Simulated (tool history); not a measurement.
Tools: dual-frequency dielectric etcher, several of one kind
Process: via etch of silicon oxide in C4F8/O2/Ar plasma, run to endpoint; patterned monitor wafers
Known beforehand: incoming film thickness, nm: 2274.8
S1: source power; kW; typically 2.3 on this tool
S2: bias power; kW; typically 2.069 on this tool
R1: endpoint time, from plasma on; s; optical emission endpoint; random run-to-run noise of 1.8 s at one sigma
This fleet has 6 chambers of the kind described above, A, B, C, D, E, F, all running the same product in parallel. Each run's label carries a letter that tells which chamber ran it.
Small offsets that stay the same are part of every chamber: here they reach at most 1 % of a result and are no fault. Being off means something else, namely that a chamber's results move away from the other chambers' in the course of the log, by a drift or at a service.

run	hour	S1	S2	R1
1E	2.9	2.3	2.069	420.4
2D	7.6	2.3	2.069	423.72
3A	12.6	2.3	2.069	426.13
4B	16.6	2.3	2.069	422.63
5F	21.3	2.3	2.069	416.3
6C	25.5	2.3	2.069	422.29
7A	29	2.3	2.069	426.11
8F	32.6	2.3	2.069	416.47
9B	37.5	2.3	2.069	420.34
10D	40.7	2.3	2.069	425.89
11E	44.9	2.3	2.069	418.22
12C	49.3	2.3	2.069	421.43
13F	52.6	2.3	2.069	416.49
14B	56.3	2.3	2.069	422.29
15E	58.4	2.3	2.069	420.47
16A	61.9	2.3	2.069	422.3
17C	64.4	2.3	2.069	421.69
18D	67.5	2.3	2.069	424.23
19C	69.8	2.3	2.069	423.78
20F	72	2.3	2.069	415.89
21D	75.1	2.3	2.069	423.18
22B	79.8	2.3	2.069	420.78
23A	84.7	2.3	2.069	423.68
24E	88.8	2.3	2.069	420.46
25A	91	2.3	2.069	427.37
26C	93.9	2.3	2.069	421.49
27B	97.7	2.3	2.069	423.29
# hour 99.5: chamber C: wet clean of the chamber
28F	100	1.83	2.291	446.72
29D	102.9	1.83	2.291	449.27
30E	107.4	1.83	2.291	447.5
31D	111	1.83	2.291	447.77
32A	113.5	1.83	2.291	451.5
33E	117.4	1.83	2.291	449.58
# hour 121: chamber E: wet clean of the chamber
34C	121.5	2.3	2.069	421.14
35F	126.4	2.3	2.069	418.02
36B	129.6	2.3	2.069	420.47
37A	133.5	2.3	2.069	421.34
38D	138.2	2.3	2.069	422.04
39F	140.9	2.3	2.069	416.11
40E	145.3	2.3	2.069	422.18
41C	149.1	2.3	2.312	407.56
42B	152.4	2.3	2.312	406.18
43D	155.3	2.3	2.312	410.46

Which is it: a chamber that has drifted or been left off by a service, a gauge drift common to all chambers, or only each chamber's usual small offset? If a chamber is off, name it and its likeliest cause.

No chamber stands off beyond its own small offset, and the gauge holds steady.
